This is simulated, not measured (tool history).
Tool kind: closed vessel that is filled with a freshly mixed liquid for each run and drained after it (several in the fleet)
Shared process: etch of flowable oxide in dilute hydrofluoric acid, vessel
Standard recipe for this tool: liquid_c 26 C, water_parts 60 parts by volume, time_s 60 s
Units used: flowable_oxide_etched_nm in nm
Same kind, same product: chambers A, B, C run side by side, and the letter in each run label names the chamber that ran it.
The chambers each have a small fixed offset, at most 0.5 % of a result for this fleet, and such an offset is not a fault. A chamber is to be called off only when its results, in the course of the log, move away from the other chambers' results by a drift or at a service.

run   hour  liquid_c  water_parts  time_s  read-back film thickness of the flowable oxide reference wafer, read on the same gauge (nm)  flowable_oxide_etched_nm
 1A    9.3        26           60      60                                                                                       120.01                    53.724
 2C   19.4        26           60      60                                                                                       119.98                      53.6
 3B   28.5        26           60      60                                                                                          120                    53.399
 4C     39        26           60      60                                                                                          120                    53.899
 5B   51.2        26           60      60                                                                                       120.01                    53.286
 6A     59        29           60      60                                                                                       120.01                    60.519
 7A   71.6        29           60      60                                                                                       119.99                    60.498
 8B     85        29           60      60                                                                                       119.99                    60.556
 9C   96.8        24           80      60                                                                                       120.01                    36.202
10A  103.5        24           80      60                                                                                       119.98                     36.38
11C  111.8        24           80      60                                                                                       119.99                    36.091
12B  124.9        26           40      85                                                                                       120.03                    116.95
13A  137.6        26           40      85                                                                                       120.01                    118.44
14C  144.3        26           40      85                                                                                       120.01                    117.92
15B  157.5        26           60      60                                                                                          120                     53.48
16B  168.4      23.5           70      60                                                                                       119.97                    40.693
17C  181.2      23.5           70      60                                                                                       119.94                     40.97
18A  193.1      23.5           70      60                                                                                          120                    41.405
19B    204        26           60      60                                                                                       119.98                    54.015
20A  216.2        26           60      60                                                                                       120.01                     53.79
21C  228.5      22.5           40      60                                                                                       119.98                    72.323
22B  236.4      22.5           40      60                                                                                       119.99                    71.524

Has any chamber moved away from the others, gradually or after a service, or does the common gauge drift, or do the chambers differ only by their own small steady offsets? State the chamber and the most likely cause if one applies.

No chamber is off and the gauge is stable; the differences are just each chamber's small, constant offset.

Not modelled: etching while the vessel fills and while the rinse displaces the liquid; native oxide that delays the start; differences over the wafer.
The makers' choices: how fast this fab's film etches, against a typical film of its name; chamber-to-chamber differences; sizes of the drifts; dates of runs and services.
